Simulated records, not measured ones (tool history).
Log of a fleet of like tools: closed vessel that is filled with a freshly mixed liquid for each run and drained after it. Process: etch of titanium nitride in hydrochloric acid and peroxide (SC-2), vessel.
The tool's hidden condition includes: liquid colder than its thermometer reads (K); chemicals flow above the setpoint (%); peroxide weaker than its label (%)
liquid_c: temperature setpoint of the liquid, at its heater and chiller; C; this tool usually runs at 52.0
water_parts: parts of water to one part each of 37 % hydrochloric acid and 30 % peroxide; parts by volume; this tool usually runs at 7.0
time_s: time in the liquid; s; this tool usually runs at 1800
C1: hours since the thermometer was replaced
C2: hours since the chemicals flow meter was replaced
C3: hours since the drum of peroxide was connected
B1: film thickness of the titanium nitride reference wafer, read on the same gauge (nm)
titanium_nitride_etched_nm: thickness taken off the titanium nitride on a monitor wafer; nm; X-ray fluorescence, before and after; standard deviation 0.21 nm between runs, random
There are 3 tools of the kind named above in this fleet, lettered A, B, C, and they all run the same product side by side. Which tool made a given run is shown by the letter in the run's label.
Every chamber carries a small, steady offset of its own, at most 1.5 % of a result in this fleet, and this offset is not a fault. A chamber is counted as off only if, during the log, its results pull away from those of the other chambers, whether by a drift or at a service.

run 1B hour=8.6 | liquid_c=52.0 water_parts=7.0 time_s=1800 | C1=118.2 C2=658.9 C3=191.9 | B1=150.01 | titanium_nitride_etched_nm=46.581
run 2A hour=17.9 | liquid_c=52.0 water_parts=7.0 time_s=1800 | C1=679.5 C2=159.3 C3=127.3 | B1=149.99 | titanium_nitride_etched_nm=46.924
run 3C hour=27.3 | liquid_c=52.0 water_parts=7.0 time_s=1800 | C1=1061.3 C2=1561.3 C3=893.6 | B1=149.99 | titanium_nitride_etched_nm=45.926
run 4A hour=33.7 | liquid_c=52.0 water_parts=7.0 time_s=1800 | C1=695.3 C2=175.1 C3=143.1 | B1=149.98 | titanium_nitride_etched_nm=46.543
run 5C hour=38.8 | liquid_c=52.0 water_parts=4.0 time_s=1800 | C1=1072.8 C2=1572.8 C3=905.1 | B1=150.01 | titanium_nitride_etched_nm=69.930
run 6B hour=46.3 | liquid_c=52.0 water_parts=4.0 time_s=1800 | C1=155.9 C2=696.6 C3=229.6 | B1=150.00 | titanium_nitride_etched_nm=70.086
run 7C hour=52.5 | liquid_c=52.0 water_parts=4.0 time_s=1800 | C1=1086.5 C2=1586.5 C3=918.8 | B1=150.00 | titanium_nitride_etched_nm=69.100
run 8B hour=60.9 | liquid_c=52.0 water_parts=7.0 time_s=1800 | C1=170.5 C2=711.2 C3=244.2 | B1=149.99 | titanium_nitride_etched_nm=46.544
run 9A hour=67.2 | liquid_c=52.0 water_parts=5.0 time_s=1025 | C1=728.8 C2=208.6 C3=176.6 | B1=150.01 | titanium_nitride_etched_nm=33.884
run 10C hour=76.7 | liquid_c=52.0 water_parts=5.0 time_s=1025 | C1=1110.7 C2=1610.7 C3=943.0 | B1=150.02 | titanium_nitride_etched_nm=33.708
run 11A hour=82.2 | liquid_c=52.0 water_parts=5.0 time_s=1025 | C1=743.8 C2=223.6 C3=191.6 | B1=150.02 | titanium_nitride_etched_nm=34.237
run 12B hour=87.5 | liquid_c=55.0 water_parts=7.0 time_s=2120 | C1=197.1 C2=737.8 C3=270.8 | B1=150.02 | titanium_nitride_etched_nm=66.999
run 13B hour=94.2 | liquid_c=55.0 water_parts=7.0 time_s=2120 | C1=203.8 C2=744.5 C3=277.5 | B1=150.00 | titanium_nitride_etched_nm=66.664
run 14A hour=101.5 | liquid_c=55.0 water_parts=7.0 time_s=2120 | C1=763.1 C2=242.9 C3=210.9 | B1=149.98 | titanium_nitride_etched_nm=66.741
run 15C hour=107.4 | liquid_c=42.5 water_parts=7.0 time_s=1800 | C1=1141.4 C2=1641.4 C3=973.7 | B1=150.01 | titanium_nitride_etched_nm=24.031
run 16B hour=117.3 | liquid_c=42.5 water_parts=7.0 time_s=1800 | C1=226.9 C2=767.6 C3=300.6 | B1=149.99 | titanium_nitride_etched_nm=24.464
-- hour=121.9 chamber C: new drum of peroxide connected
run 17A hour=123.7 | liquid_c=42.5 water_parts=7.0 time_s=1800 | C1=785.3 C2=265.1 C3=233.1 | B1=150.00 | titanium_nitride_etched_nm=24.632
run 18C hour=130.1 | liquid_c=52.0 water_parts=7.0 time_s=1800 | C1=1164.1 C2=1664.1 C3=8.2 | B1=150.02 | titanium_nitride_etched_nm=45.768
run 19B hour=141.0 | liquid_c=52.0 water_parts=7.0 time_s=1800 | C1=250.6 C2=791.3 C3=324.3 | B1=150.02 | titanium_nitride_etched_nm=46.635
run 20C hour=146.5 | liquid_c=52.0 water_parts=7.0 time_s=1800 | C1=1180.5 C2=1680.5 C3=24.6 | B1=149.99 | titanium_nitride_etched_nm=45.211
run 21A hour=155.1 | liquid_c=52.0 water_parts=7.0 time_s=1800 | C1=816.7 C2=296.5 C3=264.5 | B1=150.01 | titanium_nitride_etched_nm=46.786
run 22A hour=164.7 | liquid_c=44.0 water_parts=8.5 time_s=1800 | C1=826.3 C2=306.1 C3=274.1 | B1=150.00 | titanium_nitride_etched_nm=23.359
run 23C hour=171.4 | liquid_c=44.0 water_parts=8.5 time_s=1800 | C1=1205.4 C2=1705.4 C3=49.5 | B1=150.00 | titanium_nitride_etched_nm=22.407
run 24B hour=182.0 | liquid_c=44.0 water_parts=8.5 time_s=1800 | C1=291.6 C2=832.3 C3=365.3 | B1=150.00 | titanium_nitride_etched_nm=23.410
run 25B hour=190.7 | liquid_c=52.0 water_parts=7.0 time_s=1800 | C1=300.3 C2=841.0 C3=374.0 | B1=150.01 | titanium_nitride_etched_nm=46.896
run 26A hour=200.4 | liquid_c=52.0 water_parts=7.0 time_s=1800 | C1=862.0 C2=341.8 C3=309.8 | B1=150.00 | titanium_nitride_etched_nm=46.630
run 27C hour=207.6 | liquid_c=52.0 water_parts=7.0 time_s=1800 | C1=1241.6 C2=1741.6 C3=85.7 | B1=150.00 | titanium_nitride_etched_nm=45.314
run 28B hour=217.0 | liquid_c=52.0 water_parts=7.0 time_s=1800 | C1=326.6 C2=867.3 C3=400.3 | B1=149.98 | titanium_nitride_etched_nm=46.736
run 29C hour=222.9 | liquid_c=52.0 water_parts=7.0 time_s=1800 | C1=1256.9 C2=1756.9 C3=101.0 | B1=150.02 | titanium_nitride_etched_nm=44.687

All 3 chambers run these settings next. Forecast each chamber's results:
run 30A hour=230.8 | liquid_c=52.0 water_parts=7.0 time_s=2690 | titanium_nitride_etched_nm=?
run 30B hour=230.8 | liquid_c=52.0 water_parts=7.0 time_s=2690 | titanium_nitride_etched_nm=?
run 30C hour=230.8 | liquid_c=52.0 water_parts=7.0 time_s=2690 | titanium_nitride_etched_nm=?

run=30A titanium_nitride_etched_nm=69.375
run=30B titanium_nitride_etched_nm=70.056
run=30C titanium_nitride_etched_nm=66.779

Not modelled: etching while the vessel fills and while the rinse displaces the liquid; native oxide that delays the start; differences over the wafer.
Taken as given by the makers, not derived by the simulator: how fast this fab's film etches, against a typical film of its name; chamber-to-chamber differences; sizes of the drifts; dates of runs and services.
